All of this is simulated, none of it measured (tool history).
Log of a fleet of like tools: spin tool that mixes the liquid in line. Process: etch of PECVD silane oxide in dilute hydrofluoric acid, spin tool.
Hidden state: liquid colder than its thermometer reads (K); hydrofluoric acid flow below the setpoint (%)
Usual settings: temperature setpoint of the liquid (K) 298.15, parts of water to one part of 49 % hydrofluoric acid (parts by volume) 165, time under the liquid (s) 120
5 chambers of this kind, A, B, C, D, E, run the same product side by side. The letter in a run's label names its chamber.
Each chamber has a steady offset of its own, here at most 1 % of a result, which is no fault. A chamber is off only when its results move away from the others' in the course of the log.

run   hour  temperature setpoint of the liquid (K)  parts of water to one part of 49 % hydrofluoric acid (parts by volume)  time under the liquid (s)  hours since the thermometer was replaced  hours since the hydrofluoric acid flow meter was replaced  read-back film thickness of the PECVD silane oxide reference wafer, read on the same gauge (nm)  thickness taken off the PECVD silane oxide on a monitor wafer (angstrom)
 1B    7.7                                  298.15                                                                     165                        120                                     489.5                                                      239.6                                                                                           59.987                                                                    210.94
 2C   18.4                                  298.15                                                                     165                        120                                     127.0                                                      555.4                                                                                           60.004                                                                    210.18
 3A   23.6                                  298.15                                                                     165                        120                                     974.4                                                      145.9                                                                                           59.993                                                                    210.13
 4E   32.4                                  298.15                                                                     165                        120                                     162.4                                                      507.3                                                                                           59.982                                                                    210.86
      37.0  -- chamber A: thermometer replaced
 5D   37.8                                  298.15                                                                     165                        120                                     688.7                                                     1158.2                                                                                           59.992                                                                    210.37
 6B   46.7                                  298.15                                                                     165                        120                                     528.5                                                      278.6                                                                                           59.993                                                                    210.61
      47.5  -- chamber E: hydrofluoric acid flow meter replaced
 7E   51.8                                  298.15                                                                     165                        120                                     181.8                                                        4.3                                                                                           60.003                                                                    211.59
 8C   59.0                                  298.15                                                                     165                        120                                     167.6                                                      596.0                                                                                           60.010                                                                    209.50
 9A   66.2                                  298.15                                                                     165                        120                                      29.3                                                      188.5                                                                                           60.013                                                                    210.35
10D   74.8                                  298.15                                                                     165                        120                                     725.7                                                     1195.2                                                                                           60.016                                                                    208.02
11A   84.0                                  293.65                                                                     165                        120                                      47.1                                                      206.3                                                                                           59.995                                                                    176.28
12E   92.5                                  293.65                                                                     165                        120                                     222.5                                                       45.0                                                                                           59.994                                                                    177.93
13B   97.5                                  293.65                                                                     165                        120                                     579.3                                                      329.4                                                                                           59.992                                                                    178.24
14D  105.1                                  293.65                                                                     165                        120                                     756.0                                                     1225.5                                                                                           60.013                                                                    176.49
15C  115.2                                  293.65                                                                     165                        120                                     223.8                                                      652.2                                                                                           60.011                                                                    177.26
16C  125.5                                  298.15                                                                     165                        120                                     234.1                                                      662.5                                                                                           60.003                                                                    207.40
17E  135.2                                  298.15                                                                     165                        120                                     265.2                                                       87.7                                                                                           60.006                                                                    210.79
18A  142.7                                  298.15                                                                     165                        120                                     105.8                                                      265.0                                                                                           60.002                                                                    209.47
19D  153.6                                  298.15                                                                     165                        120                                     804.5                                                     1274.0                                                                                           60.015                                                                    210.50
20B  159.8                                  298.15                                                                     165                        120                                     641.6                                                      391.7                                                                                           60.009                                                                    211.49
21B  167.2                                  298.15                                                                     165                        120                                     649.0                                                      399.1                                                                                           60.018                                                                    211.61
22E  172.9                                  298.15                                                                     165                        120                                     302.9                                                      125.4                                                                                           59.986                                                                    210.68
23C  181.2                                  298.15                                                                     165                        120                                     289.8                                                      718.2                                                                                           59.997                                                                    206.28
24D  191.2                                  298.15                                                                     165                        120                                     842.1                                                     1311.6                                                                                           60.000                                                                    208.41
25A  197.8                                  298.15                                                                     165                        120                                     160.9                                                      320.1                                                                                           60.009                                                                    209.13
26A  203.5                                  298.15                                                                     165                        120                                     166.6                                                      325.8                                                                                           59.998                                                                    208.04
27B  213.0                                  298.15                                                                     165                        120                                     694.8                                                      444.9                                                                                           59.995                                                                    210.09
28D  222.1                                  298.15                                                                     165                        120                                     873.0                                                     1342.5                                                                                           59.986                                                                    209.49
29E  227.3                                  298.15                                                                     165                        120                                     357.3                                                      179.8                                                                                           59.999                                                                    210.46
30C  233.0                                  298.15                                                                     165                        120                                     341.6                                                      770.0                                                                                           59.991                                                                    204.35
31B  241.8                                  298.15                                                                     165                        120                                     723.6                                                      473.7                                                                                           60.020                                                                    210.49
32E  250.9                                  298.15                                                                     165                        120                                     380.9                                                      203.4                                                                                           60.007                                                                    211.23
33D  258.9                                  298.15                                                                     165                        120                                     909.8                                                     1379.3                                                                                           60.008                                                                    210.20
34A  264.7                                  298.15                                                                     165                        120                                     227.8                                                      387.0                                                                                           59.996                                                                    210.50
35C  272.2                                  298.15                                                                     165                        120                                     380.8                                                      809.2                                                                                           59.994                                                                    202.44
36E  283.1                                  298.15                                                                     165                        120                                     413.1                                                      235.6                                                                                           59.995                                                                    210.97
37A  293.0                                  296.15                                                                     100                        120                                     256.1                                                      415.3                                                                                           59.992                                                                    344.18

Next, every chamber runs the same settings. What will each give?
38A  300.8                                  302.15                                                                     165                        120                                                                                                                                                                                                                                                                               ?
38B  300.8                                  302.15                                                                     165                        120                                                                                                                                                                                                                                                                               ?
38C  300.8                                  302.15                                                                     165                        120                                                                                                                                                                                                                                                                               ?
38D  300.8                                  302.15                                                                     165                        120                                                                                                                                                                                                                                                                               ?
38E  300.8                                  302.15                                                                     165                        120                                                                                                                                                                                                                                                                               ?

run  thickness taken off the PECVD silane oxide on a monitor wafer (angstrom)
38A                                                                    242.40
38B                                                                    244.75
38C                                                                    233.89
38D                                                                    243.27
38E                                                                    243.10
